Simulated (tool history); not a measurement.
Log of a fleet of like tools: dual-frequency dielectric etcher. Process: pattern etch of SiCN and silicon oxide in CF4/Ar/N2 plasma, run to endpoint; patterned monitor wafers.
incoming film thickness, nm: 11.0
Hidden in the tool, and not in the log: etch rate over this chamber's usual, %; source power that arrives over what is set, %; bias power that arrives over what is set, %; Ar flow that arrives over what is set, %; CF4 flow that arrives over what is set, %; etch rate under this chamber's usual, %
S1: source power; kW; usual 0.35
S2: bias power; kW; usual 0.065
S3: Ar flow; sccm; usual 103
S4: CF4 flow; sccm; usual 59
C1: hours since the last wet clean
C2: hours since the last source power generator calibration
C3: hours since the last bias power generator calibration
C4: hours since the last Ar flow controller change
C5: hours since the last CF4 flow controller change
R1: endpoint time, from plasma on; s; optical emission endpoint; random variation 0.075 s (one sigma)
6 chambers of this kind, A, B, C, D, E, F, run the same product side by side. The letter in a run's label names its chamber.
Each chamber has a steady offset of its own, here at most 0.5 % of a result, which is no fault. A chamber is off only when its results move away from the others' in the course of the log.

Run 1F, hour 7.9: usual settings; C1 232.6; C2 93.1; C3 118.7; C4 1500.9; C5 594.1. Result: R1 17.18 s.
Run 2D, hour 20.4: usual settings; C1 421; C2 1016.9; C3 117.6; C4 2110.9; C5 413. Result: R1 16.912 s.
Run 3C, hour 32.3: usual settings; C1 366; C2 3037.7; C3 607.4; C4 1918.3; C5 328.9. Result: R1 17.028 s.
Run 4A, hour 44.9: usual settings; C1 360.6; C2 361.6; C3 1169.3; C4 1841.1; C5 312.9. Result: R1 17.008 s.
Run 5B, hour 57.8: usual settings; C1 468; C2 451.4; C3 645.6; C4 3077.3; C5 1440.3. Result: R1 17.075 s.
Run 6E, hour 67.4: usual settings; C1 409.2; C2 2647.9; C3 206.3; C4 855.6; C5 1138. Result: R1 17.098 s.
At hour 75.2: chamber D: wet clean of the chamber.
At hour 76.6: chamber B: Ar flow controller replaced.
Run 7E, hour 81.2: usual settings; C1 423; C2 2661.7; C3 220.1; C4 869.4; C5 1151.8. Result: R1 16.976 s.
Run 8F, hour 90.3: usual settings; C1 315; C2 175.5; C3 201.1; C4 1583.3; C5 676.5. Result: R1 17.06 s.
At hour 97.6: chamber A: wet clean of the chamber.
Run 9A, hour 98.5: usual settings; C1 1; C2 415.2; C3 1222.9; C4 1894.7; C5 366.5. Result: R1 17.07 s.
Run 10C, hour 108.4: usual settings; C1 442.1; C2 3113.8; C3 683.5; C4 1994.4; C5 405. Result: R1 16.987 s.
Run 11D, hour 117: usual settings; C1 41.9; C2 1113.5; C3 214.2; C4 2207.5; C5 509.6. Result: R1 17.076 s.
At hour 124.2: chamber C: wet clean of the chamber.
Run 12B, hour 125.8: usual settings; C1 536; C2 519.4; C3 713.6; C4 49.3; C5 1508.3. Result: R1 16.903 s.
At hour 132.6: chamber B: wet clean of the chamber.
Run 13C, hour 139.9: usual settings; C1 15.8; C2 3145.3; C3 715; C4 2025.9; C5 436.5. Result: R1 16.931 s.
Run 14E, hour 147.7: usual settings; C1 489.5; C2 2728.2; C3 286.6; C4 935.9; C5 1218.3. Result: R1 17.002 s.
Run 15D, hour 158.5: usual settings; C1 83.4; C2 1155; C3 255.7; C4 2249; C5 551.1. Result: R1 17.045 s.
Run 16F, hour 165.2: usual settings; C1 389.9; C2 250.4; C3 276; C4 1658.2; C5 751.4. Result: R1 17.029 s.
Run 17A, hour 172.3: usual settings; C1 74.8; C2 489; C3 1296.7; C4 1968.5; C5 440.3. Result: R1 17.036 s.
At hour 179.5: chamber A: Ar flow controller replaced.
Run 18B, hour 179.8: usual settings; C1 47.3; C2 573.4; C3 767.6; C4 103.3; C5 1562.3. Result: R1 17.019 s.
Run 19E, hour 190.5: usual settings; C1 532.3; C2 2771; C3 329.4; C4 978.7; C5 1261.1. Result: R1 17.233 s.
Run 20F, hour 199.4: usual settings; C1 424.1; C2 284.6; C3 310.2; C4 1692.4; C5 785.6. Result: R1 17.119 s.
Run 21C, hour 212.4: usual settings but S1 0.26 kW, S3 81 sccm; C1 88.3; C2 3217.8; C3 787.5; C4 2098.4; C5 509. Result: R1 21.372 s.
Run 22B, hour 219: usual settings but S1 0.26 kW, S3 81 sccm; C1 86.5; C2 612.6; C3 806.8; C4 142.5; C5 1601.5. Result: R1 21.274 s.
At hour 221.5: chamber F: wet clean of the chamber.
Run 23D, hour 229.8: usual settings but S1 0.26 kW, S3 81 sccm; C1 154.7; C2 1226.3; C3 327; C4 2320.3; C5 622.4. Result: R1 21.479 s.
Run 24A, hour 241.1: usual settings but S1 0.26 kW, S3 81 sccm; C1 143.6; C2 557.8; C3 1365.5; C4 61.7; C5 509.1. Result: R1 21.427 s.
Run 25C, hour 247.4: usual settings but S1 0.26 kW, S3 81 sccm; C1 123.3; C2 3252.8; C3 822.5; C4 2133.4; C5 544. Result: R1 21.389 s.
Run 26E, hour 259: usual settings but S1 0.26 kW, S3 81 sccm; C1 600.8; C2 2839.5; C3 397.9; C4 1047.2; C5 1329.6. Result: R1 21.776 s.
Run 27D, hour 265.9: usual settings; C1 190.8; C2 1262.4; C3 363.1; C4 2356.4; C5 658.5. Result: R1 16.995 s.
Run 28B, hour 278.1: usual settings; C1 145.6; C2 671.7; C3 865.9; C4 201.6; C5 1660.6. Result: R1 16.938 s.
Run 29F, hour 286.7: usual settings; C1 65.3; C2 371.9; C3 397.5; C4 1779.7; C5 872.9. Result: R1 17.119 s.
Run 30A, hour 299.5: usual settings; C1 202; C2 616.2; C3 1423.9; C4 120.1; C5 567.5. Result: R1 17.053 s.
Run 31A, hour 306.7: usual settings; C1 209.2; C2 623.4; C3 1431.1; C4 127.3; C5 574.7. Result: R1 17.001 s.
Run 32E, hour 319.4: usual settings but S2 0.078 kW; C1 661.2; C2 2899.9; C3 458.3; C4 1107.6; C5 1390. Result: R1 16.466 s.
Run 33B, hour 326.7: usual settings but S2 0.078 kW; C1 194.2; C2 720.3; C3 914.5; C4 250.2; C5 1709.2. Result: R1 15.905 s.
Run 34F, hour 338.6: usual settings but S2 0.078 kW; C1 117.2; C2 423.8; C3 449.4; C4 1831.6; C5 924.8. Result: R1 15.992 s.
Run 35D, hour 345.3: usual settings but S2 0.078 kW; C1 270.2; C2 1341.8; C3 442.5; C4 2435.8; C5 737.9. Result: R1 15.921 s.
Run 36C, hour 353.4: usual settings but S2 0.078 kW; C1 229.3; C2 3358.8; C3 928.5; C4 2239.4; C5 650. Result: R1 15.899 s.
Run 37A, hour 361: usual settings but S2 0.078 kW; C1 263.5; C2 677.7; C3 1485.4; C4 181.6; C5 629. Result: R1 15.919 s.
Run 38B, hour 367.2: usual settings but S2 0.07 kW; C1 234.7; C2 760.8; C3 955; C4 290.7; C5 1749.7. Result: R1 16.49 s.
Run 39F, hour 375.9: usual settings but S2 0.07 kW; C1 154.5; C2 461.1; C3 486.7; C4 1868.9; C5 962.1. Result: R1 16.577 s.
Run 40C, hour 386.1: usual settings but S2 0.07 kW; C1 262; C2 3391.5; C3 961.2; C4 2272.1; C5 682.7. Result: R1 16.468 s.

Next, every chamber runs the same settings. What will each give?
Run 41A, hour 396.4: usual settings. Result: R1 ?.
Run 41B, hour 396.4: usual settings. Result: R1 ?.
Run 41C, hour 396.4: usual settings. Result: R1 ?.
Run 41D, hour 396.4: usual settings. Result: R1 ?.
Run 41E, hour 396.4: usual settings. Result: R1 ?.
Run 41F, hour 396.4: usual settings. Result: R1 ?.

run      R1
41A  16.921
41B  16.978
41C  17.048
41D  16.887
41E   17.77
41F  17.081
